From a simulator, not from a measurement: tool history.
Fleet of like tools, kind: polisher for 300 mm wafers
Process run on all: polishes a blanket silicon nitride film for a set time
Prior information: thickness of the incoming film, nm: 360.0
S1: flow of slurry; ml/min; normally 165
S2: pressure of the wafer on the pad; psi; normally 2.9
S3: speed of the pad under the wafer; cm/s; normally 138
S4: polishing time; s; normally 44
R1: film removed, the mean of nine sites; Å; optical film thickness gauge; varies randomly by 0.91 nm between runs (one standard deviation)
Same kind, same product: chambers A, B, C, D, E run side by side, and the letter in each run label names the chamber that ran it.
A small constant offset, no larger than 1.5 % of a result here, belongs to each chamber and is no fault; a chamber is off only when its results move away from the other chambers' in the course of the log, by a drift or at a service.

run,day,S1,S2,S3,S4,R1
1A,0.358,165,2.9,138,44,818.08
# day 0.554: chamber A: worn pad replaced by a new one
# day 0.692: chamber E: worn pad replaced by a new one
# day 0.704: chamber C: worn pad replaced by a new one
2E,0.704,165,2.9,138,44,817.16
3B,1.038,165,2.9,138,44,830.45
4D,1.479,165,2.9,138,44,840.95
5C,1.758,165,2.9,138,44,853.97
6C,2.025,165,2.9,138,44,835.83
# day 2.079: chamber D: worn pad replaced by a new one
# day 2.383: chamber B: worn pad replaced by a new one
7B,2.542,130,2.9,138,44,793.35
8A,2.804,130,2.9,138,44,785.05
# day 2.988: chamber A: worn pad replaced by a new one
# day 3.212: chamber C: worn pad replaced by a new one
9E,3.212,130,2.9,138,44,797.15
10D,3.633,130,2.9,138,44,795.18
11C,3.996,130,2.9,138,44,814.59
12E,4.312,165,2.9,138,44,830.67
# day 4.504: chamber E: worn pad replaced by a new one
# day 4.779: chamber B: slurry nozzle cleaned
13A,4.825,165,2.9,138,44,834.80
# day 4.838: chamber B: head pressure recalibrated
# day 4.946: chamber D: worn pad replaced by a new one
14D,5.167,165,2.9,138,44,827.41
# day 5.300: chamber C: worn pad replaced by a new one
# day 5.304: chamber A: worn pad replaced by a new one
15B,5.675,165,2.9,138,44,893.48
# day 6.079: chamber B: worn pad replaced by a new one
16C,6.142,165,2.9,138,44,838.33
# day 6.479: chamber C: head pressure recalibrated
17B,6.625,165,2.9,138,44,900.63
18A,6.975,165,2.9,138,44,834.89
# day 7.121: chamber D: worn pad replaced by a new one
19D,7.242,190,2.0,138,44,587.61
# day 7.379: chamber A: worn pad replaced by a new one
# day 7.433: chamber C: worn pad replaced by a new one
20E,7.654,190,2.0,138,44,575.69
21A,8.012,190,2.0,138,44,588.34
# day 8.175: chamber E: worn pad replaced by a new one
22D,8.283,190,2.0,138,44,596.73
23B,8.758,190,2.0,138,44,633.01
# day 8.950: chamber D: head pressure recalibrated
24E,9.075,165,2.9,138,44,821.10
# day 9.312: chamber E: slurry nozzle cleaned
25C,9.354,165,2.9,138,44,844.90
# day 9.392: chamber B: worn pad replaced by a new one
# day 9.512: chamber A: worn pad replaced by a new one
26D,9.633,165,2.9,138,44,836.17
# day 9.888: chamber C: worn pad replaced by a new one
27E,10.046,165,2.9,138,44,830.85
28A,10.475,165,2.9,138,44,830.13
29C,10.725,165,2.9,138,44,812.15
30B,11.050,165,2.9,138,44,882.34
31E,11.475,165,2.9,138,44,818.51
32C,11.983,165,2.9,138,54,1017.00

The same settings go to every chamber for the next run, one line per chamber below. Forecast the results for each:
33A,12.358,165,2.9,164,44,?
33B,12.358,165,2.9,164,44,?
33C,12.358,165,2.9,164,44,?
33D,12.358,165,2.9,164,44,?
33E,12.358,165,2.9,164,44,?

run,R1
33A,944.72
33B,1033.20
33C,982.77
33D,949.13
33E,960.87

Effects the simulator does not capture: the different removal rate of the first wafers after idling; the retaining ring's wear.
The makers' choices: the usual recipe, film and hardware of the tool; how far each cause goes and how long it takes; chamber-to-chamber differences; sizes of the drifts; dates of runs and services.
